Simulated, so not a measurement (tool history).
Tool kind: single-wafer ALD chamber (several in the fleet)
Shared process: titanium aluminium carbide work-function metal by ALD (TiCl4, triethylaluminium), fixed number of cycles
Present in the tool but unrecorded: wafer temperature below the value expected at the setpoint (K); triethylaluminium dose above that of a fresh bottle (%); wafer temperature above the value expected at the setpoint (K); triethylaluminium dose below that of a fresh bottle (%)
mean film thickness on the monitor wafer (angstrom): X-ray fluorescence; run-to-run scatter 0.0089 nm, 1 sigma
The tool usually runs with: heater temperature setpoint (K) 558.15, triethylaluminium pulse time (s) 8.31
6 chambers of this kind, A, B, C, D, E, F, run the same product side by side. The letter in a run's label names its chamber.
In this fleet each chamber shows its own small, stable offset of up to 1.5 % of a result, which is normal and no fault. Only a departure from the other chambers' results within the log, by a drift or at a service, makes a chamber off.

run	day	heater temperature setpoint (K)	triethylaluminium pulse time (s)	hours since the last thermocouple change	hours since the last triethylaluminium bottle change	read-back reference wafer on the same gauge, thickness_nm	mean film thickness on the monitor wafer (angstrom)
1E	0.129	558.15	8.31	483.8	46.3	2.1423	18.297
2C	0.292	558.15	8.31	290.5	958.9	2.1380	18.083
3A	0.500	558.15	8.31	2297.3	82.2	2.1387	18.283
4D	0.688	558.15	8.31	972.6	478.0	2.1408	18.247
5B	0.888	558.15	8.31	2827.1	693.0	2.1395	18.108
6F	1.121	558.15	8.31	233.5	1203.5	2.1406	18.005
7B	1.279	558.15	8.31	2836.5	702.4	2.1391	18.248
8A	1.512	558.15	8.31	2321.6	106.5	2.1425	18.243
9E	1.675	558.15	8.31	520.9	83.4	2.1422	18.138
10F	1.896	558.15	8.31	252.1	1222.1	2.1391	17.871
11C	2.050	558.15	8.31	332.7	1001.1	2.1394	18.003
12D	2.233	558.15	8.31	1009.7	515.1	2.1372	18.207
13B	2.396	564.15	5.17	2863.3	729.2	2.1375	16.620
14F	2.612	564.15	5.17	269.3	1239.3	2.1407	16.261
15A	2.796	564.15	5.17	2352.4	137.3	2.1436	16.522
16D	2.958	564.15	5.17	1027.1	532.5	2.1399	16.376
17C	3.092	564.15	5.17	357.7	1026.1	2.1407	16.220
18E	3.250	564.15	5.17	558.7	121.2	2.1397	16.507
19E	3.417	558.15	8.31	562.7	125.2	2.1392	18.311
20A	3.642	558.15	8.31	2372.7	157.6	2.1390	18.238
# day 3.650: chamber B: thermocouple changed; heater temperature recalibrated
21B	3.875	558.15	8.31	5.5	764.7	2.1409	18.011
22F	4.000	558.15	8.31	302.6	1272.6	2.1403	18.084
23C	4.133	558.15	8.31	382.7	1051.1	2.1399	17.967
24D	4.358	558.15	8.31	1060.7	566.1	2.1419	18.334
25B	4.558	558.15	8.31	21.9	781.1	2.1411	17.807
26C	4.667	558.15	8.31	395.5	1063.9	2.1415	18.153
27A	4.912	558.15	8.31	2403.2	188.1	2.1390	18.249
28E	5.062	558.15	8.31	602.2	164.7	2.1400	18.063
29D	5.171	558.15	8.31	1080.2	585.6	2.1445	18.230
30F	5.400	558.15	8.31	336.2	1306.2	2.1406	17.943
31A	5.567	558.15	8.31	2418.9	203.8	2.1399	18.222
32F	5.771	558.15	8.31	345.1	1315.1	2.1405	17.994
33B	5.904	558.15	8.31	54.2	813.4	2.1372	17.362
34E	6.092	558.15	8.31	626.9	189.4	2.1373	18.154
35C	6.271	566.15	11.25	434.0	1102.4	2.1383	19.470
36D	6.450	566.15	11.25	1110.9	616.3	2.1381	19.643
37A	6.642	566.15	11.25	2444.7	229.6	2.1416	19.668
38E	6.783	566.15	11.25	643.5	206.0	2.1417	19.600

Does one chamber stand apart from the rest, does the shared gauge drift, or is all well apart from small per-chamber offsets? Give the chamber and the most likely cause, where there is one.

One chamber, B, drifts off from the rest bit by bit.
Likeliest cause: triethylaluminium dose below that of a fresh bottle (%) = 21.6.

Here are 4 candidates for chamber B's next run, each the usual settings with a change, their results left as question marks. Which one brings its results back in line with what the others give on the usual settings?
A result is in line if it is within this distance of the other chambers' mean on the usual settings: mean film thickness on the monitor wafer (angstrom) 0.310
39B-1	6.962	559.15	8.78				?
39B-2	6.962	562.15	9.50				?
39B-3	6.962	546.15	8.31				?
39B-4	6.962	553.15	8.31				?

Mean of the other chambers on the usual settings: mean film thickness on the monitor wafer (angstrom) 18.159
run	mean film thickness on the monitor wafer (angstrom)
39B-1	17.513
39B-2	18.070
39B-3	16.245
39B-4	16.799
It is 39B-2 that realigns the chamber with its peers.
